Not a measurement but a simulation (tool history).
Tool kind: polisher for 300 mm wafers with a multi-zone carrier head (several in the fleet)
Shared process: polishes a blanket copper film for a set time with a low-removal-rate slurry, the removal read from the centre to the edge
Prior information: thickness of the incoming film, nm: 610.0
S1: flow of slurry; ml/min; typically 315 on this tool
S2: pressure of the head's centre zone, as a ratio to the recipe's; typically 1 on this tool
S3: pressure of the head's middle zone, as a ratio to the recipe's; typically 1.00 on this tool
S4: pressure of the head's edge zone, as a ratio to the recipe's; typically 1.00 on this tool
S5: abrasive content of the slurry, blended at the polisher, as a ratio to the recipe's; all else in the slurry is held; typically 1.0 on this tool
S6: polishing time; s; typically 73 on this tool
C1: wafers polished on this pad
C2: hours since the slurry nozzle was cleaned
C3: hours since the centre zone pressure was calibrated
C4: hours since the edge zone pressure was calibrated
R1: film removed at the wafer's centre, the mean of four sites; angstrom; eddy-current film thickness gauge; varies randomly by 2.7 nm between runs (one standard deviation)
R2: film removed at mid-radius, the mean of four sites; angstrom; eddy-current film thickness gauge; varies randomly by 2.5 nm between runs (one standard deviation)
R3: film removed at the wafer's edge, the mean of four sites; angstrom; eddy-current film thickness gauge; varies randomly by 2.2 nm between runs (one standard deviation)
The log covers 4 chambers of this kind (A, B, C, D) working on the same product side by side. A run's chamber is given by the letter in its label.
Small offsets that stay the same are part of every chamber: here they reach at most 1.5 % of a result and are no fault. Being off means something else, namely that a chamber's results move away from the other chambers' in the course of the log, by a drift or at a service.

run,hour,S1,S2,S3,S4,S5,S6,C1,C2,C3,C4,R1,R2,R3
1B,6.4,315,1,1.00,1.00,1.0,73,165,35.3,481.4,114.2,2123.9,2122.6,2123.5
2A,14.3,315,1,1.00,1.00,1.0,73,274,310.8,96.3,234.4,2181.9,2237.4,2157.4
3D,25.2,315,1,1.00,1.00,1.0,73,698,199.5,1012.4,818.0,2213.5,2196.6,2172.7
4C,38.7,315,1,1.00,1.00,1.0,73,861,716.1,361.1,739.0,2141.2,2162.1,2180.5
5C,51.9,315,1,1.00,1.00,1.0,73,957,729.3,374.3,752.2,2119.9,2157.9,2162.5
# hour 57.9: chamber D: worn pad replaced by a new one
6D,59.2,315,1,1.00,1.00,1.0,73,9,233.5,1046.4,852.0,2178.6,2180.8,2160.9
7B,68.7,315,1,1.00,1.00,1.0,73,617,97.6,543.7,176.5,2171.1,2167.1,2122.6
# hour 74.5: chamber A: worn pad replaced by a new one
8A,81.3,390,1,1.07,1.00,1.0,73,49,377.8,163.3,301.4,2245.8,2337.5,2241.8
# hour 84.0: chamber A: slurry nozzle cleaned
# hour 84.8: chamber B: worn pad replaced by a new one
# hour 89.2: chamber C: slurry nozzle cleaned
# hour 89.4: chamber C: worn pad replaced by a new one
9B,90.6,390,1,1.07,1.00,1.0,73,42,119.5,565.6,198.4,2226.2,2331.7,2185.3
10C,102.0,390,1,1.07,1.00,1.0,73,91,12.9,424.4,802.3,2187.3,2368.4,2251.9
11D,115.3,390,1,1.07,1.00,1.0,73,416,289.6,1102.5,908.1,2221.7,2335.7,2211.6
12A,121.5,315,1,1.00,1.00,1.0,73,341,37.5,203.5,341.6,2176.5,2147.7,2173.9
# hour 128.4: chamber D: edge zone pressure recalibrated
# hour 128.8: chamber D: centre zone pressure recalibrated
13C,129.5,315,1,1.00,1.00,1.1,73,291,40.4,451.9,829.8,2194.7,2166.6,2233.9
14D,142.9,315,1,1.00,1.00,1.1,73,616,317.2,14.1,14.5,2503.6,2241.4,2192.0
15B,152.3,315,1,1.00,1.00,1.1,73,490,181.2,627.3,260.1,2215.9,2257.0,2207.2
# hour 161.5: chamber A: worn pad replaced by a new one
16A,165.9,315,1,1.00,1.00,1.1,73,32,81.9,247.9,386.0,2240.2,2247.1,2211.8
# hour 171.5: chamber C: centre zone pressure recalibrated
17D,172.0,315,1,1.00,1.00,1.0,73,827,346.3,43.2,43.6,2446.6,2166.5,2156.5
# hour 177.1: chamber B: worn pad replaced by a new one
18C,178.3,315,1,1.00,1.00,1.0,73,645,89.2,6.9,878.6,2157.5,2155.0,2191.4
# hour 182.9: chamber D: worn pad replaced by a new one
19B,189.3,315,1,1.00,1.00,1.0,73,88,218.2,664.3,297.1,2210.3,2169.9,2157.1
20A,195.8,315,1,1.00,1.00,1.0,73,249,111.8,277.8,415.9,2119.8,2219.3,2158.8
21B,204.7,315,1,1.00,1.00,1.0,73,200,233.6,679.7,312.5,2183.1,2129.2,2151.4
22D,212.7,315,1,1.00,1.00,1.0,73,216,387.0,83.9,84.3,2420.3,2216.3,2211.5
23C,222.8,315,1,1.00,1.00,1.0,73,968,133.7,51.4,923.1,2086.0,2165.2,2185.7
# hour 225.5: chamber B: centre zone pressure recalibrated
# hour 229.1: chamber C: worn pad replaced by a new one
24A,230.6,315,1,1.00,1.00,1.0,73,501,146.6,312.6,450.7,2187.9,2200.9,2179.5
# hour 231.3: chamber D: slurry nozzle cleaned
25A,238.4,315,1,1.00,1.00,1.0,73,558,154.4,320.4,458.5,2105.4,2194.9,2169.8
26C,246.4,315,1,1.05,1.00,1.0,73,125,157.3,75.0,946.7,2149.4,2269.8,2176.0
# hour 259.1: chamber A: worn pad replaced by a new one
27B,260.4,315,1,1.05,1.00,1.0,73,604,289.3,35.0,368.2,2202.3,2239.9,2172.0
# hour 273.8: chamber B: worn pad replaced by a new one
28D,273.9,315,1,1.05,1.00,1.0,73,660,42.6,145.1,145.5,2484.9,2295.5,2160.0
29D,280.7,315,1,1.05,1.00,1.0,73,709,49.4,151.9,152.3,2410.6,2263.0,2199.7
30B,286.8,315,1,1.00,0.89,1.0,73,94,315.7,61.4,394.6,2161.5,2109.7,2046.7
# hour 292.4: chamber A: centre zone pressure recalibrated
31C,299.7,315,1,1.00,0.89,1.0,73,512,210.6,128.3,1000.0,2118.9,2151.8,2045.3
32A,313.7,315,1,1.00,0.89,1.0,73,396,229.7,21.3,533.8,2191.1,2183.4,2015.1
33C,322.7,315,1,1.00,0.89,1.0,73,679,233.6,151.3,1023.0,2139.0,2187.4,2066.0

Is one chamber out of step, is the gauge drifting, or do the chambers differ by no more than their own small offsets? For an off chamber, give its letter and the likeliest cause.

After it was serviced, chamber D no longer matches the other chambers.
What lies behind it: centre zone's pressure above its setpoint, % = 10.9.

Below are 4 candidate recipes for chamber D's next run, each the usual settings with a change, their results shown as question marks. Which of them brings D's results back in line with what the other chambers give on the usual settings?
Counts as in line when no further than this from what the other chambers average on the usual settings: R1 94.0 angstrom; R2 86.0 angstrom; R3 77.0 angstrom
34D-1,332.7,310,0.91,1.02,1.03,1.0,71,,,,,?,?,?
34D-2,332.7,320,1.09,0.98,0.97,1.0,75,,,,,?,?,?
34D-3,332.7,330,1.17,0.95,0.94,1.0,77,,,,,?,?,?
34D-4,332.7,305,0.83,1.04,1.06,1.0,70,,,,,?,?,?

Average result of the remaining chambers running the usual settings: R1 2159.0 angstrom; R2 2174.7 angstrom; R3 2163.6 angstrom
run,R1,R2,R3
34D-1,2124.0,2176.3,2159.5
34D-2,2732.4,2220.9,2217.6
34D-3,3033.6,2221.7,2246.4
34D-4,1891.7,2181.7,2158.4
The right change is 34D-1: it brings the chamber back within the allowed miss of the others.
